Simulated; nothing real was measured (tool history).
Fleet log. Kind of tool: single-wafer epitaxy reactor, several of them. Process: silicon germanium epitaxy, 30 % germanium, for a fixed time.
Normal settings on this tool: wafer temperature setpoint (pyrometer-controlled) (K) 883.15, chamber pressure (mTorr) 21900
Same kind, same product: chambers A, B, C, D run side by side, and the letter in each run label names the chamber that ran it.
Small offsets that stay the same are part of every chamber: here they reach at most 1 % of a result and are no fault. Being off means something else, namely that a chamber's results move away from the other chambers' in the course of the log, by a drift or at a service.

run   hour  wafer temperature setpoint (pyrometer-controlled) (K)  chamber pressure (mTorr)  read-back reference wafer on the same gauge, thickness_nm  mean film thickness on the monitor wafer (nm)
 1A    4.8                                                 883.15                     21900                                                     81.084                                         73.533
 2D     12                                                 883.15                     21900                                                     81.124                                         73.331
 3C   18.2                                                 883.15                     21900                                                     81.227                                         72.973
 4B   22.7                                                 883.15                     21900                                                     81.158                                         73.203
 5D   27.3                                                 869.15                     19700                                                     81.018                                          54.02
 6A   31.3                                                 869.15                     19700                                                      81.04                                         54.371
 7C   37.4                                                 869.15                     19700                                                     80.994                                         54.079
 8B   41.2                                                 869.15                     19700                                                     81.097                                         54.579
 9C   47.6                                                 883.15                     21900                                                     81.044                                         73.106
10A   51.1                                                 883.15                     21900                                                     81.094                                         73.416
11D   57.9                                                 883.15                     21900                                                     81.031                                         73.059
12B   61.9                                                 883.15                     21900                                                     81.079                                          73.21
13C   66.3                                                 883.15                     21900                                                     80.997                                         73.318
14B   69.9                                                 874.15                     21900                                                      81.13                                         62.255
15D   75.8                                                 874.15                     21900                                                     80.999                                         61.543
      77.9  -- chamber B: pyrometer calibrated
16A   81.4                                                 874.15                     21900                                                     81.064                                         61.713
17A   87.5                                                 874.15                     21900                                                     81.093                                         61.835
18D   92.4                                                 883.15                     21900                                                      80.95                                          73.37
19C   96.7                                                 883.15                     21900                                                     81.126                                          73.57
20B    103                                                 883.15                     21900                                                     81.089                                         69.392
21A  110.6                                                 874.15                     21900                                                     81.135                                         62.077
22D  116.9                                                 874.15                     21900                                                     80.996                                         61.666
23C  121.4                                                 874.15                     21900                                                     81.085                                         62.223
24B  124.9                                                 874.15                     21900                                                     81.066                                         59.905
     129.2  -- chamber D: pyrometer calibrated
25B    132                                                 883.15                     21900                                                     81.106                                         69.084
26C  138.5                                                 883.15                     21900                                                     81.127                                         73.842
27A  142.2                                                 883.15                     21900                                                     81.187                                         72.877
28D  147.1                                                 883.15                     21900                                                     81.024                                         72.823
29B  153.3                                                 883.15                     21900                                                      81.12                                         69.839
30A  159.5                                                 883.15                     21900                                                     81.216                                         73.213
31C  165.4                                                 883.15                     21900                                                     81.171                                         72.671
32D  172.6                                                 883.15                     21900                                                     81.049                                         73.296
33D    179                                                 883.15                     21900                                                     81.041                                         73.266
34C  182.8                                                 883.15                     21900                                                     81.116                                         73.617
35B  188.7                                                 883.15                     21900                                                     81.067                                         70.077
36A    195                                                 883.15                     21900                                                     81.015                                         72.974
     197.4  -- chamber B: capacitance manometer re-zeroed and calibrated
37A  202.6                                                 883.15                     21900                                                     81.208                                         73.585
38D  209.3                                                 883.15                     21900                                                     81.042                                         73.051
39B    213                                                 878.15                     21900                                                     81.167                                         63.602
40C  217.7                                                 878.15                     21900                                                     81.112                                          67.13
41A  224.5                                                 878.15                     21900                                                     81.038                                         67.165
42B  229.2                                                 878.15                     21900                                                      81.18                                          63.68
43D  236.3                                                 883.15                     24100                                                     81.216                                         75.275

Has any chamber moved away from the others, gradually or after a service, or does the common gauge drift, or do the chambers differ only by their own small steady offsets? State the chamber and the most likely cause if one applies.

A service left chamber B off against the others.
Likeliest cause: wafer temperature below the value expected at the setpoint (K) = 3.14.

Which of the 4 candidates below, each the usual settings with something changed and its results left as question marks, puts chamber B back in line with what the other chambers give on the usual settings?
To be in line, a result may differ from the other chambers' mean on the usual settings by at most: mean film thickness on the monitor wafer (nm) 1.4
44B-1  241.9                                                 880.15                     21900                                                                                                         ?
44B-2  241.9                                                 886.15                     22300                                                                                                         ?
44B-3  241.9                                                 883.15                     17800                                                                                                         ?
44B-4  241.9                                                 887.15                     22500                                                                                                         ?

Usual-settings mean across the other chambers: mean film thickness on the monitor wafer (nm) 73.158
  run  mean film thickness on the monitor wafer (nm)
44B-1                                         65.696
44B-2                                           73.6
44B-3                                         63.694
44B-4                                         75.177
44B-2 puts the chamber back in line with the other chambers.

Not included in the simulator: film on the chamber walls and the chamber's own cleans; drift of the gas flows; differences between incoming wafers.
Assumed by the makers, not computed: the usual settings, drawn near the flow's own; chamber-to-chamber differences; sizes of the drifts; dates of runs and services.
